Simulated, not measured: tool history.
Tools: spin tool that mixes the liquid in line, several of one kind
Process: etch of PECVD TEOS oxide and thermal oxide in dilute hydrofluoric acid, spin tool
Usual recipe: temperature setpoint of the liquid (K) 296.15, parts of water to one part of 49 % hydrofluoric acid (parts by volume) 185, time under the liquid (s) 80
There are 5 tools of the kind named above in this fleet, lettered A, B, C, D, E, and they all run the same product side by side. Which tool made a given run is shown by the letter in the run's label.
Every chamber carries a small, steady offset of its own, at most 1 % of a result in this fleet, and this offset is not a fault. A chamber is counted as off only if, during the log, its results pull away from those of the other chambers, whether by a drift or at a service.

run   hour  temperature setpoint of the liquid (K)  parts of water to one part of 49 % hydrofluoric acid (parts by volume)  time under the liquid (s)  read-back film thickness of the PECVD TEOS oxide reference wafer, read on the same gauge (nm)  read-back film thickness of the thermal oxide reference wafer, read on the same gauge (nm)  thickness taken off the PECVD TEOS oxide on a monitor wafer (angstrom)  thickness taken off the thermal oxide on a monitor wafer (angstrom)
 1C    5.8                                  296.15                                                                     185                         80                                                                                         89.967                                                                                      69.985                                                                  106.98                                                               17.133
 2A   15.3                                  296.15                                                                     185                         80                                                                                         90.014                                                                                      70.002                                                                  108.39                                                               17.120
      23.9  -- chamber B: hydrofluoric acid flow meter replaced
 3D   24.1                                  296.15                                                                     185                         80                                                                                         89.950                                                                                      70.063                                                                  107.18                                                               17.567
 4B   31.2                                  296.15                                                                     185                         80                                                                                         89.984                                                                                      69.993                                                                  106.11                                                               17.534
 5E   39.0                                  296.15                                                                     185                         80                                                                                         90.031                                                                                      70.008                                                                  107.17                                                               17.205
 6D   49.1                                  296.15                                                                     185                         80                                                                                         89.965                                                                                      69.975                                                                  107.74                                                               17.075
 7C   59.6                                  296.15                                                                     185                         80                                                                                         89.988                                                                                      70.013                                                                  106.32                                                               17.694
 8A   67.2                                  296.15                                                                     185                         80                                                                                         89.976                                                                                      69.969                                                                  107.88                                                               16.500
 9E   78.5                                  296.15                                                                     185                         80                                                                                         90.003                                                                                      69.995                                                                  106.12                                                               17.195
10B   91.2                                  296.15                                                                     185                         80                                                                                         89.979                                                                                      70.057                                                                  106.92                                                               17.725
11E  101.3                                  296.15                                                                     120                         80                                                                                         89.935                                                                                      69.966                                                                  175.02                                                               27.990
12A  108.1                                  296.15                                                                     120                         80                                                                                         90.005                                                                                      69.999                                                                  180.46                                                               28.013
13B  121.0                                  296.15                                                                     120                         80                                                                                         90.028                                                                                      70.018                                                                  175.39                                                               27.914
14D  129.6                                  296.15                                                                     120                         80                                                                                         90.034                                                                                      70.010                                                                  179.81                                                               29.370
     131.8  -- chamber E: thermometer replaced
15C  140.4                                  296.15                                                                     120                         80                                                                                         89.974                                                                                      70.001                                                                  178.07                                                               27.415
16E  153.4                                  296.15                                                                     185                         80                                                                                         89.997                                                                                      70.009                                                                  106.67                                                               17.043
17A  160.9                                  296.15                                                                     185                         80                                                                                         89.974                                                                                      69.990                                                                  108.54                                                               17.579
18B  172.1                                  296.15                                                                     185                         80                                                                                         89.926                                                                                      70.025                                                                  106.71                                                               16.831
19C  180.3                                  296.15                                                                     185                         80                                                                                         89.937                                                                                      70.012                                                                  107.48                                                               17.027
20D  188.8                                  296.15                                                                     185                         80                                                                                         89.992                                                                                      69.996                                                                  107.16                                                               16.903
     193.6  -- chamber E: hydrofluoric acid flow meter replaced
21B  199.6                                  296.15                                                                     185                         80                                                                                         89.989                                                                                      69.978                                                                  104.93                                                               17.639
22E  205.8                                  296.15                                                                     185                         80                                                                                         90.010                                                                                      70.010                                                                  105.82                                                               17.309
     212.3  -- chamber A: thermometer replaced
23D  212.7                                  296.15                                                                     185                         80                                                                                         90.034                                                                                      69.974                                                                  106.98                                                               16.434
24C  225.4                                  296.15                                                                     185                         80                                                                                         89.947                                                                                      70.025                                                                  108.19                                                               16.849
25A  235.2                                  296.15                                                                     185                         80                                                                                         89.973                                                                                      70.024                                                                  108.02                                                               16.702
26C  243.7                                  296.15                                                                     185                         80                                                                                         89.971                                                                                      70.030                                                                  107.83                                                               17.111
27A  254.9                                  296.15                                                                     185                         80                                                                                         90.009                                                                                      69.987                                                                  106.60                                                               17.234
28D  265.7                                  296.15                                                                     185                         80                                                                                         89.993                                                                                      70.016                                                                  108.29                                                               17.235
29E  275.0                                  296.15                                                                     185                         80                                                                                         90.022                                                                                      70.024                                                                  107.06                                                               17.491
30B  282.9                                  296.15                                                                     185                         80                                                                                         89.945                                                                                      70.008                                                                  105.95                                                               17.537
31A  294.7                                  294.15                                                                     120                         80                                                                                         89.997                                                                                      69.969                                                                  166.51                                                               26.993
32E  307.7                                  294.15                                                                     120                         80                                                                                         90.001                                                                                      70.023                                                                  163.00                                                               26.187
33C  319.1                                  294.15                                                                     120                         80                                                                                         89.957                                                                                      69.977                                                                  164.36                                                               26.269
34B  331.5                                  294.15                                                                     120                         80                                                                                         89.927                                                                                      69.985                                                                  160.64                                                               27.212
35D  343.1                                  294.15                                                                     120                         80                                                                                         90.037                                                                                      70.018                                                                  165.76                                                               26.566

One chamber off, gauge drift, or nothing amiss beyond the chambers' own small offsets? If it is a chamber, which one, and what is the likeliest cause?

All chambers stay in line apart from their small fixed offsets, and the gauge does not drift.
